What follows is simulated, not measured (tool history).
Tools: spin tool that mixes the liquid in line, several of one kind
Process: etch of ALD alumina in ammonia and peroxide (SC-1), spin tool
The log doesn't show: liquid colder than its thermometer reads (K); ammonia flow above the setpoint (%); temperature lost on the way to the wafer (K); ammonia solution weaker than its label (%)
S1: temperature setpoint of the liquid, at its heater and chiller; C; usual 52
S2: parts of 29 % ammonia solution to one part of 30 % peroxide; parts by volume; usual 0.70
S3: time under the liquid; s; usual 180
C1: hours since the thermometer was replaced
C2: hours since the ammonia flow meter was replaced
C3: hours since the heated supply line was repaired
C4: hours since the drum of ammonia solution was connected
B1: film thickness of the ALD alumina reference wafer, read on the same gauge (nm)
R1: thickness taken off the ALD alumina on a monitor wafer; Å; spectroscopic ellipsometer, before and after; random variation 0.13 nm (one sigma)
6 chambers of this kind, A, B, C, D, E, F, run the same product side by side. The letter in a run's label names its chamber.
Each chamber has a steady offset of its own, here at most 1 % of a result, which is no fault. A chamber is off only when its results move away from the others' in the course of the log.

At day 0.200: chamber C: ammonia flow meter replaced.
Run 1B, day 0.383: usual settings; C1 439.1; C2 199.2; C3 894.1; C4 436.6; B1 110.02. Result: R1 135.42 Å.
Run 2F, day 0.683: usual settings; C1 501.7; C2 53.3; C3 246.6; C4 95.5; B1 110.00. Result: R1 135.05 Å.
Run 3A, day 1.075: usual settings; C1 530.5; C2 39.5; C3 1863.1; C4 345.3; B1 110.00. Result: R1 138.24 Å.
Run 4E, day 1.375: usual settings; C1 1667.9; C2 534.6; C3 69.0; C4 115.9; B1 110.00. Result: R1 135.48 Å.
Run 5C, day 1.588: usual settings; C1 477.7; C2 33.4; C3 329.9; C4 134.8; B1 110.01. Result: R1 136.17 Å.
Run 6D, day 1.792: usual settings; C1 801.4; C2 152.9; C3 857.1; C4 914.3; B1 109.99. Result: R1 136.31 Å.
Run 7F, day 2.200: usual settings; C1 538.1; C2 89.7; C3 283.0; C4 131.9; B1 110.00. Result: R1 136.51 Å.
Run 8D, day 2.533: usual settings; C1 819.2; C2 170.7; C3 874.9; C4 932.1; B1 110.00. Result: R1 137.26 Å.
Run 9E, day 2.738: usual settings; C1 1700.6; C2 567.3; C3 101.7; C4 148.6; B1 110.00. Result: R1 136.19 Å.
Run 10C, day 2.921: usual settings but S2 0.45 parts by volume; C1 509.7; C2 65.4; C3 361.9; C4 166.8; B1 109.99. Result: R1 129.31 Å.
Run 11B, day 3.279: usual settings but S2 0.45 parts by volume; C1 508.6; C2 268.7; C3 963.6; C4 506.1; B1 109.99. Result: R1 130.10 Å.
Run 12A, day 3.700: usual settings but S2 0.45 parts by volume; C1 593.5; C2 102.5; C3 1926.1; C4 408.3; B1 110.00. Result: R1 127.87 Å.
Run 13F, day 4.004: usual settings but S2 0.45 parts by volume; C1 581.4; C2 133.0; C3 326.3; C4 175.2; B1 110.01. Result: R1 129.98 Å.
Run 14B, day 4.400: usual settings but S2 0.45 parts by volume; C1 535.5; C2 295.6; C3 990.5; C4 533.0; B1 110.00. Result: R1 130.67 Å.
Run 15E, day 4.725: usual settings but S2 0.45 parts by volume; C1 1748.3; C2 615.0; C3 149.4; C4 196.3; B1 110.00. Result: R1 130.46 Å.
Run 16A, day 4.996: usual settings; C1 624.6; C2 133.6; C3 1957.2; C4 439.4; B1 109.99. Result: R1 138.39 Å.
Run 17C, day 5.271: usual settings but S1 56 C, S2 1.00 parts by volume; C1 566.1; C2 121.8; C3 418.3; C4 223.2; B1 110.00. Result: R1 170.28 Å.
Run 18D, day 5.546: usual settings but S1 56 C, S2 1.00 parts by volume; C1 891.5; C2 243.0; C3 947.2; C4 1004.4; B1 110.02. Result: R1 174.17 Å.
Run 19A, day 5.904: usual settings but S1 56 C, S2 1.00 parts by volume; C1 646.4; C2 155.4; C3 1979.0; C4 461.2; B1 110.00. Result: R1 177.43 Å.
Run 20D, day 6.321: usual settings but S1 56 C, S2 1.00 parts by volume; C1 910.1; C2 261.6; C3 965.8; C4 1023.0; B1 110.01. Result: R1 174.70 Å.
Run 21C, day 6.608: usual settings but S1 56 C, S2 1.00 parts by volume; C1 598.2; C2 153.9; C3 450.4; C4 255.3; B1 110.01. Result: R1 169.19 Å.
Run 22F, day 6.792: usual settings but S1 56 C, S2 1.00 parts by volume; C1 648.3; C2 199.9; C3 393.2; C4 242.1; B1 110.00. Result: R1 172.32 Å.
At day 6.800: chamber B: new drum of ammonia solution connected.
Run 23B, day 7.058: usual settings but S2 0.45 parts by volume, S3 285 s; C1 599.3; C2 359.4; C3 1054.3; C4 6.2; B1 110.01. Result: R1 206.26 Å.
At day 7.271: chamber A: thermometer replaced.
Run 24E, day 7.467: usual settings but S2 0.45 parts by volume, S3 285 s; C1 1814.1; C2 680.8; C3 215.2; C4 262.1; B1 110.00. Result: R1 206.84 Å.
Run 25B, day 7.654: usual settings but S2 0.45 parts by volume, S3 285 s; C1 613.6; C2 373.7; C3 1068.6; C4 20.5; B1 110.00. Result: R1 205.30 Å.
Run 26D, day 7.929: usual settings but S2 0.45 parts by volume, S3 285 s; C1 948.7; C2 300.2; C3 1004.4; C4 1061.6; B1 109.98. Result: R1 206.06 Å.
Run 27F, day 8.262: usual settings but S2 0.45 parts by volume, S3 285 s; C1 683.6; C2 235.2; C3 428.5; C4 277.4; B1 110.00. Result: R1 211.96 Å.
Run 28E, day 8.546: usual settings but S2 0.45 parts by volume, S3 285 s; C1 1840.0; C2 706.7; C3 241.1; C4 288.0; B1 110.01. Result: R1 207.36 Å.
Run 29C, day 8.929: usual settings; C1 653.9; C2 209.6; C3 506.1; C4 311.0; B1 110.00. Result: R1 128.36 Å.
Run 30A, day 9.112: usual settings; C1 44.3; C2 232.4; C3 2056.0; C4 538.2; B1 109.99. Result: R1 138.02 Å.
Run 31A, day 9.446: usual settings; C1 52.3; C2 240.4; C3 2064.0; C4 546.2; B1 109.98. Result: R1 135.97 Å.
At day 9.725: chamber A: heated supply line repaired.
Run 32E, day 9.800: usual settings; C1 1870.1; C2 736.8; C3 271.2; C4 318.1; B1 110.00. Result: R1 136.46 Å.
At day 10.012: chamber D: new drum of ammonia solution connected.
Run 33B, day 10.025: usual settings but S3 255 s; C1 670.5; C2 430.6; C3 1125.5; C4 77.4; B1 110.00. Result: R1 192.02 Å.
Run 34F, day 10.408: usual settings but S3 255 s; C1 735.1; C2 286.7; C3 480.0; C4 328.9; B1 109.99. Result: R1 190.13 Å.
At day 10.629: chamber A: new drum of ammonia solution connected.
Run 35C, day 10.758: usual settings but S3 255 s; C1 697.8; C2 253.5; C3 550.0; C4 354.9; B1 110.00. Result: R1 183.27 Å.
At day 10.854: chamber C: new drum of ammonia solution connected.
Run 36D, day 11.138: usual settings but S3 255 s; C1 1025.7; C2 377.2; C3 1081.4; C4 27.0; B1 110.00. Result: R1 192.83 Å.
Run 37C, day 11.438: usual settings but S3 255 s; C1 714.1; C2 269.8; C3 566.3; C4 14.1; B1 110.00. Result: R1 178.78 Å.
Run 38D, day 11.654: usual settings but S3 255 s; C1 1038.1; C2 389.6; C3 1093.8; C4 39.4; B1 110.02. Result: R1 194.16 Å.
Run 39A, day 11.942: usual settings; C1 112.2; C2 300.3; C3 53.3; C4 31.6; B1 110.00. Result: R1 137.42 Å.
At day 12.025: chamber E: new drum of ammonia solution connected.
Run 40E, day 12.329: usual settings; C1 1930.8; C2 797.5; C3 331.9; C4 7.3; B1 110.02. Result: R1 137.82 Å.
Run 41B, day 12.558: usual settings; C1 731.3; C2 491.4; C3 1186.3; C4 138.2; B1 109.99. Result: R1 134.27 Å.
Run 42F, day 12.783: usual settings but S1 49 C, S3 225 s; C1 792.1; C2 343.7; C3 537.0; C4 385.9; B1 110.02. Result: R1 145.11 Å.
Run 43C, day 13.179: usual settings but S1 49 C, S3 225 s; C1 755.9; C2 311.6; C3 608.1; C4 55.9; B1 109.98. Result: R1 133.07 Å.
Run 44E, day 13.567: usual settings but S1 49 C, S3 225 s; C1 1960.5; C2 827.2; C3 361.6; C4 37.0; B1 110.02. Result: R1 143.66 Å.

What goes on in this fleet: one chamber off, a drifting gauge, or nothing beyond the chambers' own small offsets? Name the chamber and the cause, if any.

Chamber C drifts away from the others.
Cause: temperature lost on the way to the wafer (K) = 1.45.
The log may not tell that from: liquid colder than its thermometer reads (K).

Here are 4 candidates for chamber C's next run, each the usual settings with a change, their results left as question marks. Which one brings its results back in line with what the others give on the usual settings?
In line means no further than this from the other chambers' mean on the usual settings: R1 4.70 Å
Run 45C-1, day 13.867: usual settings but S3 165 s. Result: R1 ?.
Run 45C-2, day 13.867: usual settings but S3 185 s. Result: R1 ?.
Run 45C-3, day 13.867: usual settings but S3 195 s. Result: R1 ?.
Run 45C-4, day 13.867: usual settings but S3 175 s. Result: R1 ?.

The other chambers' mean on the usual settings: R1 136.69 Å
  run      R1
45C-1  115.72
45C-2  129.75
45C-3  136.76
45C-4  122.74
45C-3 brings the chamber back in line.
